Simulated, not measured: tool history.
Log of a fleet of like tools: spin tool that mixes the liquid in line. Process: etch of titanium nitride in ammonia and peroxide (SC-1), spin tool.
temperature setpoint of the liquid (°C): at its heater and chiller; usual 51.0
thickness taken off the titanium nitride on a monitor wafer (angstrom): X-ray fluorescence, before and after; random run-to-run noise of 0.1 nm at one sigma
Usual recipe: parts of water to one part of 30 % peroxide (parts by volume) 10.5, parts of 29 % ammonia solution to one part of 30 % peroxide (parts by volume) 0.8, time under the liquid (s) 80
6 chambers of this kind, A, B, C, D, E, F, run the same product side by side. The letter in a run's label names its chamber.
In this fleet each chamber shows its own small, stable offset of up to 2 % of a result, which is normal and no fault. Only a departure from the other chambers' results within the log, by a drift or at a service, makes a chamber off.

run	hour	temperature setpoint of the liquid (°C)	parts of water to one part of 30 % peroxide (parts by volume)	parts of 29 % ammonia solution to one part of 30 % peroxide (parts by volume)	time under the liquid (s)	hours since the thermometer was replaced	hours since the ammonia flow meter was replaced	hours since the heated supply line was repaired	hours since the drum of ammonia solution was connected	read-back film thickness of the titanium nitride reference wafer, read on the same gauge (nm)	thickness taken off the titanium nitride on a monitor wafer (angstrom)
1F	15.9	51.0	10.5	0.8	80	282.8	362.6	880.7	438.7	29.990	101.800
2A	30.7	51.0	10.5	0.8	80	222.7	522.8	3611.1	840.7	29.992	100.590
3E	45.2	51.0	10.5	0.8	80	859.7	784.4	1488.2	709.4	30.006	101.640
4C	52.9	51.0	10.5	0.8	80	88.0	1185.8	2135.0	274.1	30.021	102.330
# hour 53.4: chamber F: heated supply line repaired
5B	67.1	51.0	10.5	1.0	60	822.2	576.0	811.0	354.3	30.006	77.945
6D	77.1	51.0	10.5	1.0	60	768.4	160.4	1696.8	142.7	30.029	80.678
# hour 85.7: chamber A: new drum of ammonia solution connected
7B	87.2	51.0	10.5	1.0	60	842.3	596.1	831.1	374.4	30.025	79.060
# hour 90.7: chamber C: heated supply line repaired
8E	95.8	51.0	10.5	1.0	60	910.3	835.0	1538.8	760.0	29.997	78.120
9D	109.5	51.0	10.5	1.0	60	800.8	192.8	1729.2	175.1	30.014	79.790
10A	120.2	51.0	10.5	1.0	60	312.2	612.3	3700.6	34.6	29.974	78.987
# hour 131.5: chamber D: new drum of ammonia solution connected
11F	132.2	43.5	10.5	0.8	80	399.1	478.9	78.8	555.0	29.987	60.863
# hour 132.6: chamber E: new drum of ammonia solution connected
# hour 136.0: chamber A: heated supply line repaired
12C	148.1	43.5	10.5	0.8	80	183.2	1281.0	57.4	369.3	29.996	61.034
13A	163.0	43.5	10.5	0.8	80	355.0	655.1	27.1	77.4	30.000	60.414
14B	172.4	43.5	10.5	0.8	80	927.5	681.3	916.3	459.6	29.990	60.384
15E	185.2	43.5	10.5	0.8	80	999.7	924.4	1628.2	52.7	30.011	58.098
16C	194.0	43.5	10.5	0.8	80	229.1	1326.9	103.3	415.2	30.014	60.924
17F	208.2	51.0	10.5	0.8	80	475.1	554.9	154.8	631.0	29.977	102.880
18D	220.3	51.0	10.5	0.8	80	911.6	303.6	1840.0	88.8	29.999	101.120
19E	232.4	51.0	7.5	0.8	60	1046.9	971.6	1675.4	99.9	30.034	89.296
20B	248.5	51.0	7.5	0.8	60	1003.6	757.4	992.4	535.7	30.004	89.043
# hour 249.7: chamber C: new drum of ammonia solution connected
21F	259.5	51.0	7.5	0.8	60	526.4	606.2	206.1	682.3	29.985	90.814
22D	270.6	51.0	7.5	0.8	60	961.9	353.9	1890.3	139.1	30.015	90.024
23A	285.9	51.0	7.5	0.8	60	477.9	778.0	150.0	200.3	30.018	89.207
# hour 294.8: chamber B: heated supply line repaired
# hour 298.2: chamber B: new drum of ammonia solution connected
24C	300.9	51.0	7.5	0.8	60	336.0	1433.8	210.2	51.3	29.994	90.689
# hour 306.0: chamber E: heated supply line repaired
25B	314.6	51.0	10.5	0.8	80	1069.7	823.5	19.9	16.4	29.997	100.460
26A	326.5	51.0	10.5	0.8	80	518.5	818.6	190.6	240.9	29.975	102.460
27C	339.4	51.0	10.5	0.8	80	374.5	1472.3	248.7	89.8	29.999	102.390
28D	354.9	51.0	10.5	0.8	80	1046.2	438.2	1974.6	223.4	30.004	95.394
# hour 367.0: chamber D: new drum of ammonia solution connected
29F	370.4	51.0	10.5	0.8	80	637.3	717.1	317.0	793.2	29.989	102.210
30E	382.9	51.0	10.5	0.8	80	1197.4	1122.1	76.9	250.4	30.017	100.660
31E	396.8	51.0	10.5	0.8	80	1211.3	1136.0	90.8	264.3	30.013	100.990
32C	411.4	51.0	10.5	0.8	80	446.5	1544.3	320.7	161.8	29.997	102.710
# hour 415.3: chamber A: ammonia flow meter replaced
33D	426.1	51.0	10.5	0.8	80	1117.4	509.4	2045.8	59.1	29.986	93.851
# hour 432.6: chamber E: thermometer replaced
# hour 435.4: chamber F: new drum of ammonia solution connected
34B	442.2	51.0	10.5	0.8	80	1197.3	951.1	147.5	144.0	30.024	101.750
35F	457.0	51.0	10.5	0.8	80	723.9	803.7	403.6	21.6	30.019	103.410
36A	471.5	51.0	10.5	0.8	80	663.5	56.3	335.6	385.9	29.964	102.960
37C	481.6	51.0	10.5	0.8	80	516.7	1614.5	390.9	232.0	29.997	100.790
38B	492.1	51.0	10.5	0.8	80	1247.2	1001.0	197.4	193.9	30.005	101.130
39A	507.1	51.0	10.5	0.9	80	699.1	91.9	371.2	421.5	30.008	103.530
40E	521.7	51.0	10.5	0.9	80	89.2	1260.9	215.7	389.2	29.990	105.460
41D	529.3	51.0	10.5	0.9	80	1220.6	612.6	2149.0	162.3	29.967	91.274
42F	542.4	51.0	10.5	0.9	80	809.3	889.1	489.0	107.0	30.016	104.970

Which is it: a chamber that has drifted or been left off by a service, a gauge drift common to all chambers, or only each chamber's usual small offset? If a chamber is off, name it and its likeliest cause.

Chamber D drifts away from the others.
Likeliest cause: temperature lost on the way to the wafer (K) = 1.98.
The log may not tell that from: liquid colder than its thermometer reads (K).

Chamber D could run next with any of the 4 candidate recipes listed below; each alters the usual settings, and their results appear as question marks. Which one brings its results back in line with what the other chambers deliver on the usual settings?
In-line tolerance around the mean of the other chambers on the usual settings: thickness taken off the titanium nitride on a monitor wafer (angstrom) 3.600
43D-1	554.0	50.5	10.5	0.8	80						?
43D-2	554.0	52.0	10.5	0.8	85						?
43D-3	554.0	51.0	11.0	0.8	70						?
43D-4	554.0	51.0	10.5	0.8	85						?

Average result of the remaining chambers running the usual settings: thickness taken off the titanium nitride on a monitor wafer (angstrom) 102.300
run	thickness taken off the titanium nitride on a monitor wafer (angstrom)
43D-1	85.325
43D-2	100.760
43D-3	75.527
43D-4	93.897
43D-2 is the one that brings the chamber's results back in line with the other chambers.

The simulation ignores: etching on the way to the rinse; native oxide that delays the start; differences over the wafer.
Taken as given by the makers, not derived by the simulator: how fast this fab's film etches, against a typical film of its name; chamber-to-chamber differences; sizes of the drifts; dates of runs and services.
